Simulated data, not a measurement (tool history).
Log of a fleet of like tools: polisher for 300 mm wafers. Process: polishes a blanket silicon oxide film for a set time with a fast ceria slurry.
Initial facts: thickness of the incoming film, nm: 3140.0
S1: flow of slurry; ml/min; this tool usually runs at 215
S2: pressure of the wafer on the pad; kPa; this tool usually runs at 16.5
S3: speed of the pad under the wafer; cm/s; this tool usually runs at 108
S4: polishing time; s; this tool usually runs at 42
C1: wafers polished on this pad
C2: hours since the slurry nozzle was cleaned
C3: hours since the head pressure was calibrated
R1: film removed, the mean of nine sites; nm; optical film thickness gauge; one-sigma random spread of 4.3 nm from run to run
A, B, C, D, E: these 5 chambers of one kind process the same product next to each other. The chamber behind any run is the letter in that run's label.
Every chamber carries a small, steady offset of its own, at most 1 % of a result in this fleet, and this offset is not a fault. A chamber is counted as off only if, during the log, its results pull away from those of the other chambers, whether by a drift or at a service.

run   hour   S1    S2   S3  S4    C1     C2     C3      R1
       0.5  -- chamber D: worn pad replaced by a new one
       2.6  -- chamber E: worn pad replaced by a new one
 1E   15.0  215  16.5  108  42   152  183.8  960.8  599.96
 2B   25.4  215  16.5  108  42  1085  263.4  182.8  600.83
 3C   32.2  215  16.5  108  42   646  463.1  597.6  591.63
      35.8  -- chamber B: slurry nozzle cleaned
      40.7  -- chamber B: worn pad replaced by a new one
 4D   47.2  215  16.5  108  42   577  415.1  386.3  598.65
      50.1  -- chamber E: head pressure recalibrated
      51.1  -- chamber A: worn pad replaced by a new one
 5A   54.4  215  16.5  108  42    40   66.2   86.1  598.33
 6A   64.6  215  16.5  108  42   166   76.4   96.3  585.82
      67.1  -- chamber D: slurry nozzle cleaned
      73.0  -- chamber C: worn pad replaced by a new one
 7D   77.5  215  16.5  108  42   951   10.5  416.6  593.85
 8E   87.6  215  16.5  108  42  1048  256.4   37.5  596.99
 9C   96.9  215  16.5  108  42   295  527.8  662.3  593.60
10B  105.6  215  16.5  108  42   801   69.8  263.0  600.69
     106.9  -- chamber D: worn pad replaced by a new one
     114.6  -- chamber E: worn pad replaced by a new one
11D  119.5  215  16.5  108  42   155   52.5  458.6  596.06
12C  131.1  215  18.6  108  29   717  562.0  696.5  459.89
     132.1  -- chamber D: head pressure recalibrated
13E  142.1  215  18.6  108  29   340  310.9   92.0  463.21
     144.8  -- chamber B: worn pad replaced by a new one
     145.7  -- chamber A: worn pad replaced by a new one
14B  156.7  215  18.6  108  29   147  120.9  314.1  469.75
     165.0  -- chamber C: worn pad replaced by a new one
15A  171.3  215  18.6  108  29   316  183.1  203.0  461.13
16A  178.9  215  18.6  108  29   409  190.7  210.6  460.37
17E  191.0  215  16.5  108  42   943  359.8  140.9  592.51
18B  203.4  215  16.5  108  42   724  167.6  360.8  602.48
     215.3  -- chamber D: worn pad replaced by a new one
19C  218.7  215  16.5  108  42   663  649.6  784.1  599.44
     226.8  -- chamber E: worn pad replaced by a new one
     232.0  -- chamber C: head pressure recalibrated
     233.9  -- chamber B: worn pad replaced by a new one
20D  234.2  215  16.5  108  42   234  167.2  102.2  592.80
21C  248.1  215  16.5  108  42  1026  679.0   16.2  588.94
     250.4  -- chamber A: worn pad replaced by a new one
     259.3  -- chamber C: worn pad replaced by a new one
22D  261.8  215  16.5  108  42   574  194.8  129.8  599.55
     271.0  -- chamber B: slurry nozzle cleaned
23A  274.8  215  16.5  108  42   301  286.6  306.5  593.86
24B  282.9  215  16.5  108  42   604   11.9  440.3  604.06
25E  291.4  215  16.5  108  42   797  460.2  241.3  589.25
26A  305.1  280  16.5  108  42   675  316.9  336.8  612.17
     308.3  -- chamber C: slurry nozzle cleaned
     310.3  -- chamber D: worn pad replaced by a new one
27E  319.3  280  16.5  108  42  1141  488.1  269.2  605.24
28C  326.2  280  16.5  108  42   826   17.9   94.3  610.51
     329.8  -- chamber B: worn pad replaced by a new one
29B  338.4  280  16.5  108  42   106   67.4  495.8  614.67
     347.3  -- chamber E: worn pad replaced by a new one
30D  350.8  280  16.5  108  42   499  283.8  218.8  623.23
     351.8  -- chamber C: worn pad replaced by a new one
31A  361.1  215  16.5  108  42  1366  372.9  392.8  595.85
     361.2  -- chamber A: worn pad replaced by a new one
32C  374.1  215  16.5  108  42   275   65.8  142.2  593.39
33E  385.2  215  16.5  108  42   467  554.0  335.1  571.02
34B  392.3  215  16.5  108  42   771  121.3  549.7  605.65
     399.7  -- chamber D: worn pad replaced by a new one
35D  402.8  215  16.5  108  42    38  335.8  270.8  592.27
36C  410.2  215  16.5  108  42   721  101.9  178.3  597.17
37B  423.6  215  16.5  108  42  1158  152.6  581.0  604.56
38A  435.9  215  16.5   84  34   922  447.7  467.6  367.64
     444.7  -- chamber B: worn pad replaced by a new one
39D  446.4  215  16.5   84  34   576  379.4  314.4  375.86
40E  461.2  215  16.5   84  34  1405  630.0  411.1  360.67
     467.6  -- chamber A: worn pad replaced by a new one
     468.0  -- chamber E: worn pad replaced by a new one
41D  476.5  215  16.5   84  34   948  409.5  344.5  368.69
42B  490.1  215  16.5   84  34   560  219.1  647.5  379.31
43A  497.4  215  16.5  108  42   368  509.2  529.1  597.01
44E  506.8  215  16.5  108  42   479  675.6  456.7  563.34

Decide between three cases: one chamber stands off from its peers, the gauge reading all wafers drifts, or nothing is wrong past each chamber's small offset. Where a chamber is off, say which and what most likely put it there.

One chamber, E, drifts off from the rest bit by bit.
Likeliest cause: slurry flow missing at the pad, % = 33.7.
With only this log, it may be confused with: head's pressure below its setpoint, %.

Below are 4 candidate recipes for chamber E's next run, each the usual settings with a change, their results shown as question marks. Which of them brings E's results back in line with what the other chambers give on the usual settings?
In line here means within this much of the mean the other chambers give on the usual settings: R1 15.00 nm
45E-1  518.0  215  16.5   96  42               ?
45E-2  518.0  215  17.2  112  44               ?
45E-3  518.0  210  15.9  108  42               ?
45E-4  518.0  215  16.5  108  44               ?

Average result of the remaining chambers running the usual settings: R1 594.76 nm
  run      R1
45E-1  500.23
45E-2  637.83
45E-3  537.01
45E-4  589.98
It is 45E-4 that realigns the chamber with its peers.
